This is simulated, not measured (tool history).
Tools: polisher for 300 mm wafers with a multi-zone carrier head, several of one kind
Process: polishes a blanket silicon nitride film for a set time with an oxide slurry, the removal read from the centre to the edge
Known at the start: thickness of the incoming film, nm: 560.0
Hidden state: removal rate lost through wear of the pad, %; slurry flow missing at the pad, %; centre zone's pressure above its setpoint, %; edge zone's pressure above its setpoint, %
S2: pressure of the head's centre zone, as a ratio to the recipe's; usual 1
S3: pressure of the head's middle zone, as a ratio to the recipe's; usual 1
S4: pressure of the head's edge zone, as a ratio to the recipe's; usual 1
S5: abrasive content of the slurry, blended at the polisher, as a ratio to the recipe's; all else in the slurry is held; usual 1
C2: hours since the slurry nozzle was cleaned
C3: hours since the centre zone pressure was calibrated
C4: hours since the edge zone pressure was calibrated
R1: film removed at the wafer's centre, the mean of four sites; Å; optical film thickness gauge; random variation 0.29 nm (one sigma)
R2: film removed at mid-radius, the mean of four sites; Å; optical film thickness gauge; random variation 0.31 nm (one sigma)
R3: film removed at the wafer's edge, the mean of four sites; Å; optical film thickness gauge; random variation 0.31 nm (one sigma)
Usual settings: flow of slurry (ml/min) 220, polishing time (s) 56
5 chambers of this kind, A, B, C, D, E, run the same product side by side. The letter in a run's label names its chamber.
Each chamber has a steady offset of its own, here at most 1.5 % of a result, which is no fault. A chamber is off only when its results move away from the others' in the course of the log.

{"run": "1D", "hour": 11.0, "flow of slurry (ml/min)": 220, "S2": 1, "S3": 1, "S4": 1, "S5": 1, "polishing time (s)": 56, "wafers polished on this pad": 501, "C2": 730, "C3": 263.9, "C4": 41.5, "R1": 250.14, "R2": 255.65, "R3": 251.44}
{"hour": 15.0, "done": "chamber B: worn pad replaced by a new one"}
{"hour": 16.1, "done": "chamber D: slurry nozzle cleaned"}
{"run": "2A", "hour": 19.5, "flow of slurry (ml/min)": 220, "S2": 1, "S3": 1, "S4": 1, "S5": 1, "polishing time (s)": 56, "wafers polished on this pad": 586, "C2": 42.2, "C3": 59.1, "C4": 367.5, "R1": 252.23, "R2": 250.03, "R3": 254.38}
{"run": "3E", "hour": 30.5, "flow of slurry (ml/min)": 220, "S2": 1, "S3": 1, "S4": 1, "S5": 1, "polishing time (s)": 56, "wafers polished on this pad": 786, "C2": 360.9, "C3": 74.3, "C4": 245.1, "R1": 251.12, "R2": 248.2, "R3": 252.47}
{"run": "4C", "hour": 42.4, "flow of slurry (ml/min)": 220, "S2": 1, "S3": 1, "S4": 1, "S5": 1, "polishing time (s)": 56, "wafers polished on this pad": 962, "C2": 392, "C3": 477.8, "C4": 826.2, "R1": 245.65, "R2": 248.71, "R3": 253.95}
{"hour": 47.9, "done": "chamber D: worn pad replaced by a new one"}
{"hour": 49.9, "done": "chamber C: worn pad replaced by a new one"}
{"run": "5B", "hour": 50.5, "flow of slurry (ml/min)": 220, "S2": 1, "S3": 1, "S4": 1, "S5": 1, "polishing time (s)": 56, "wafers polished on this pad": 507, "C2": 137.7, "C3": 325.5, "C4": 564, "R1": 255.19, "R2": 251.41, "R3": 248.04}
{"hour": 59.6, "done": "chamber A: worn pad replaced by a new one"}
{"run": "6A", "hour": 60.6, "flow of slurry (ml/min)": 220, "S2": 1, "S3": 1, "S4": 1, "S5": 1, "polishing time (s)": 56, "wafers polished on this pad": 14, "C2": 83.3, "C3": 100.2, "C4": 408.6, "R1": 251.69, "R2": 254.63, "R3": 242.72}
{"hour": 62.9, "done": "chamber C: edge zone pressure recalibrated"}
{"run": "7D", "hour": 66.5, "flow of slurry (ml/min)": 220, "S2": 1, "S3": 1, "S4": 1, "S5": 1, "polishing time (s)": 56, "wafers polished on this pad": 265, "C2": 50.4, "C3": 319.4, "C4": 97, "R1": 251.89, "R2": 259.7, "R3": 258.57}
{"hour": 68.5, "done": "chamber E: worn pad replaced by a new one"}
{"run": "8E", "hour": 76.1, "flow of slurry (ml/min)": 220, "S2": 1, "S3": 1, "S4": 1.05, "S5": 1, "polishing time (s)": 65, "wafers polished on this pad": 108, "C2": 406.5, "C3": 119.9, "C4": 290.7, "R1": 295.19, "R2": 290.43, "R3": 298.15}
{"run": "9B", "hour": 85.2, "flow of slurry (ml/min)": 220, "S2": 1, "S3": 1, "S4": 1.05, "S5": 1, "polishing time (s)": 65, "wafers polished on this pad": 1003, "C2": 172.4, "C3": 360.2, "C4": 598.7, "R1": 284.11, "R2": 293.51, "R3": 290.63}
{"hour": 89.1, "done": "chamber B: edge zone pressure recalibrated"}
{"hour": 94.8, "done": "chamber B: worn pad replaced by a new one"}
{"run": "10C", "hour": 95.4, "flow of slurry (ml/min)": 220, "S2": 1, "S3": 1, "S4": 1.05, "S5": 1, "polishing time (s)": 65, "wafers polished on this pad": 650, "C2": 445, "C3": 530.8, "C4": 32.5, "R1": 284.7, "R2": 293.04, "R3": 302.41}
{"run": "11B", "hour": 101.7, "flow of slurry (ml/min)": 220, "S2": 1, "S3": 1, "S4": 1.05, "S5": 1, "polishing time (s)": 65, "wafers polished on this pad": 99, "C2": 188.9, "C3": 376.7, "C4": 12.7, "R1": 298.15, "R2": 295.81, "R3": 297.52}
{"run": "12D", "hour": 113.0, "flow of slurry (ml/min)": 220, "S2": 1, "S3": 1, "S4": 1.05, "S5": 1, "polishing time (s)": 65, "wafers polished on this pad": 930, "C2": 96.9, "C3": 365.9, "C4": 143.5, "R1": 289.76, "R2": 292.26, "R3": 306.23}
{"hour": 122.0, "done": "chamber C: worn pad replaced by a new one"}
{"run": "13C", "hour": 124.6, "flow of slurry (ml/min)": 220, "S2": 1, "S3": 1, "S4": 1, "S5": 1, "polishing time (s)": 56, "wafers polished on this pad": 38, "C2": 474.2, "C3": 560, "C4": 61.7, "R1": 251.02, "R2": 252.45, "R3": 257.07}
{"hour": 126.5, "done": "chamber D: worn pad replaced by a new one"}
{"run": "14A", "hour": 135.6, "flow of slurry (ml/min)": 220, "S2": 1, "S3": 1, "S4": 1, "S5": 1, "polishing time (s)": 56, "wafers polished on this pad": 1085, "C2": 158.3, "C3": 175.2, "C4": 483.6, "R1": 253.39, "R2": 252.69, "R3": 251.46}
{"hour": 141.0, "done": "chamber E: edge zone pressure recalibrated"}
{"run": "15E", "hour": 146.4, "flow of slurry (ml/min)": 220, "S2": 1, "S3": 1, "S4": 1, "S5": 1, "polishing time (s)": 56, "wafers polished on this pad": 1113, "C2": 476.8, "C3": 190.2, "C4": 5.4, "R1": 254.88, "R2": 245.44, "R3": 250.01}
{"hour": 148.1, "done": "chamber E: worn pad replaced by a new one"}
{"run": "16A", "hour": 154.1, "flow of slurry (ml/min)": 220, "S2": 1, "S3": 1, "S4": 1, "S5": 1, "polishing time (s)": 56, "wafers polished on this pad": 1350, "C2": 176.8, "C3": 193.7, "C4": 502.1, "R1": 251.31, "R2": 252.29, "R3": 248.76}
{"hour": 154.7, "done": "chamber C: slurry nozzle cleaned"}
{"hour": 156.6, "done": "chamber A: worn pad replaced by a new one"}
{"hour": 162.1, "done": "chamber B: worn pad replaced by a new one"}
{"run": "17B", "hour": 163.0, "flow of slurry (ml/min)": 220, "S2": 1, "S3": 1, "S4": 1, "S5": 1, "polishing time (s)": 56, "wafers polished on this pad": 13, "C2": 250.2, "C3": 438, "C4": 74, "R1": 251.55, "R2": 252.79, "R3": 242.66}
{"run": "18D", "hour": 173.9, "flow of slurry (ml/min)": 220, "S2": 1, "S3": 1, "S4": 1, "S5": 1, "polishing time (s)": 56, "wafers polished on this pad": 678, "C2": 157.8, "C3": 426.8, "C4": 204.4, "R1": 250.55, "R2": 252.35, "R3": 249.7}
{"hour": 176.3, "done": "chamber C: centre zone pressure recalibrated"}
{"run": "19E", "hour": 180.8, "flow of slurry (ml/min)": 220, "S2": 1, "S3": 1, "S4": 1, "S5": 1, "polishing time (s)": 56, "wafers polished on this pad": 468, "C2": 511.2, "C3": 224.6, "C4": 39.8, "R1": 250.34, "R2": 250.71, "R3": 249.5}
{"run": "20C", "hour": 188.2, "flow of slurry (ml/min)": 220, "S2": 1, "S3": 1, "S4": 1, "S5": 1, "polishing time (s)": 56, "wafers polished on this pad": 947, "C2": 33.6, "C3": 12, "C4": 125.3, "R1": 248.23, "R2": 253.73, "R3": 246.3}
{"run": "21A", "hour": 197.4, "flow of slurry (ml/min)": 220, "S2": 1, "S3": 1, "S4": 1, "S5": 1, "polishing time (s)": 56, "wafers polished on this pad": 583, "C2": 220.1, "C3": 237, "C4": 545.4, "R1": 252.11, "R2": 255.36, "R3": 252.83}
{"hour": 198.5, "done": "chamber D: worn pad replaced by a new one"}
{"run": "22B", "hour": 204.7, "flow of slurry (ml/min)": 290, "S2": 1, "S3": 1, "S4": 1, "S5": 1, "polishing time (s)": 44, "wafers polished on this pad": 608, "C2": 291.9, "C3": 479.7, "C4": 115.7, "R1": 206.91, "R2": 198.82, "R3": 198.81}
{"run": "23E", "hour": 210.9, "flow of slurry (ml/min)": 290, "S2": 1, "S3": 1, "S4": 1, "S5": 1, "polishing time (s)": 44, "wafers polished on this pad": 898, "C2": 541.3, "C3": 254.7, "C4": 69.9, "R1": 205.76, "R2": 201.73, "R3": 202.34}
{"hour": 212.3, "done": "chamber C: worn pad replaced by a new one"}
{"run": "24D", "hour": 218.6, "flow of slurry (ml/min)": 290, "S2": 1, "S3": 1, "S4": 1, "S5": 1, "polishing time (s)": 44, "wafers polished on this pad": 287, "C2": 202.5, "C3": 471.5, "C4": 249.1, "R1": 206.23, "R2": 205.16, "R3": 204.58}
{"run": "25C", "hour": 226.5, "flow of slurry (ml/min)": 290, "S2": 1, "S3": 1, "S4": 1, "S5": 1, "polishing time (s)": 44, "wafers polished on this pad": 203, "C2": 71.9, "C3": 50.3, "C4": 163.6, "R1": 198.21, "R2": 204.49, "R3": 201.84}
{"hour": 232.3, "done": "chamber B: worn pad replaced by a new one"}
{"run": "26B", "hour": 232.6, "flow of slurry (ml/min)": 290, "S2": 1, "S3": 1, "S4": 1, "S5": 1, "polishing time (s)": 44, "wafers polished on this pad": 4, "C2": 319.8, "C3": 507.6, "C4": 143.6, "R1": 204.68, "R2": 202.12, "R3": 200.49}
{"hour": 237.3, "done": "chamber A: worn pad replaced by a new one"}
{"hour": 244.4, "done": "chamber E: worn pad replaced by a new one"}
{"run": "27E", "hour": 244.6, "flow of slurry (ml/min)": 220, "S2": 1, "S3": 1, "S4": 1, "S5": 1, "polishing time (s)": 56, "wafers polished on this pad": 3, "C2": 575, "C3": 288.4, "C4": 103.6, "R1": 250.55, "R2": 250.22, "R3": 251.96}
{"run": "28C", "hour": 256.3, "flow of slurry (ml/min)": 220, "S2": 1, "S3": 1, "S4": 1, "S5": 1, "polishing time (s)": 56, "wafers polished on this pad": 628, "C2": 101.7, "C3": 80.1, "C4": 193.4, "R1": 245.32, "R2": 252.74, "R3": 253.63}
{"hour": 261.5, "done": "chamber D: worn pad replaced by a new one"}
{"run": "29D", "hour": 266.8, "flow of slurry (ml/min)": 220, "S2": 1, "S3": 1, "S4": 1, "S5": 1, "polishing time (s)": 56, "wafers polished on this pad": 75, "C2": 250.7, "C3": 519.7, "C4": 297.3, "R1": 247.26, "R2": 253.3, "R3": 255.29}
{"hour": 275.7, "done": "chamber A: edge zone pressure recalibrated"}
{"run": "30A", "hour": 277.0, "flow of slurry (ml/min)": 220, "S2": 1, "S3": 1, "S4": 1, "S5": 1, "polishing time (s)": 56, "wafers polished on this pad": 568, "C2": 299.7, "C3": 316.6, "C4": 1.3, "R1": 256.13, "R2": 247.54, "R3": 256.72}
{"run": "31B", "hour": 284.7, "flow of slurry (ml/min)": 220, "S2": 1, "S3": 1, "S4": 1, "S5": 1, "polishing time (s)": 56, "wafers polished on this pad": 749, "C2": 371.9, "C3": 559.7, "C4": 195.7, "R1": 248.29, "R2": 253.14, "R3": 251.55}
{"hour": 289.8, "done": "chamber C: worn pad replaced by a new one"}
{"run": "32E", "hour": 293.2, "flow of slurry (ml/min)": 220, "S2": 1, "S3": 1, "S4": 1, "S5": 1, "polishing time (s)": 56, "wafers polished on this pad": 697, "C2": 623.6, "C3": 337, "C4": 152.2, "R1": 254.43, "R2": 252.75, "R3": 252.62}
{"hour": 297.6, "done": "chamber A: slurry nozzle cleaned"}
{"run": "33C", "hour": 300.0, "flow of slurry (ml/min)": 220, "S2": 1, "S3": 1, "S4": 1, "S5": 1, "polishing time (s)": 43, "wafers polished on this pad": 147, "C2": 145.4, "C3": 123.8, "C4": 237.1, "R1": 190.27, "R2": 198.36, "R3": 191.92}
{"hour": 300.2, "done": "chamber B: worn pad replaced by a new one"}
{"run": "34D", "hour": 308.0, "flow of slurry (ml/min)": 220, "S2": 1, "S3": 1, "S4": 1, "S5": 1, "polishing time (s)": 43, "wafers polished on this pad": 664, "C2": 291.9, "C3": 560.9, "C4": 338.5, "R1": 192.9, "R2": 197.73, "R3": 197.33}
{"run": "35A", "hour": 318.6, "flow of slurry (ml/min)": 220, "S2": 1, "S3": 1, "S4": 1, "S5": 1, "polishing time (s)": 43, "wafers polished on this pad": 1162, "C2": 21, "C3": 358.2, "C4": 42.9, "R1": 190.9, "R2": 195.26, "R3": 192.1}
{"hour": 321.5, "done": "chamber A: worn pad replaced by a new one"}
{"hour": 325.3, "done": "chamber B: centre zone pressure recalibrated"}
{"run": "36D", "hour": 328.6, "flow of slurry (ml/min)": 220, "S2": 1, "S3": 1, "S4": 1, "S5": 1, "polishing time (s)": 43, "wafers polished on this pad": 958, "C2": 312.5, "C3": 581.5, "C4": 359.1, "R1": 192.87, "R2": 192.16, "R3": 193.97}
{"run": "37C", "hour": 334.2, "flow of slurry (ml/min)": 220, "S2": 1, "S3": 1, "S4": 1, "S5": 1, "polishing time (s)": 43, "wafers polished on this pad": 635, "C2": 179.6, "C3": 158, "C4": 271.3, "R1": 193.36, "R2": 194.48, "R3": 192.79}
{"run": "38B", "hour": 341.4, "flow of slurry (ml/min)": 220, "S2": 1, "S3": 1, "S4": 1, "S5": 1, "polishing time (s)": 56, "wafers polished on this pad": 589, "C2": 428.6, "C3": 16.1, "C4": 252.4, "R1": 255.72, "R2": 247.88, "R3": 245.6}
{"hour": 347.6, "done": "chamber E: worn pad replaced by a new one"}
{"run": "39E", "hour": 348.5, "flow of slurry (ml/min)": 220, "S2": 1, "S3": 1, "S4": 1, "S5": 1, "polishing time (s)": 56, "wafers polished on this pad": 13, "C2": 678.9, "C3": 392.3, "C4": 207.5, "R1": 253.98, "R2": 248.74, "R3": 246.31}
{"run": "40A", "hour": 360.3, "flow of slurry (ml/min)": 220, "S2": 1, "S3": 1, "S4": 1, "S5": 1, "polishing time (s)": 56, "wafers polished on this pad": 555, "C2": 62.7, "C3": 399.9, "C4": 84.6, "R1": 253.17, "R2": 257.24, "R3": 249.21}

Is one chamber off against the others, does the gauge drift, or is nothing wrong? If a chamber is off, say which, and what the likeliest cause is.

No chamber stands off beyond its own small offset, and the gauge holds steady.
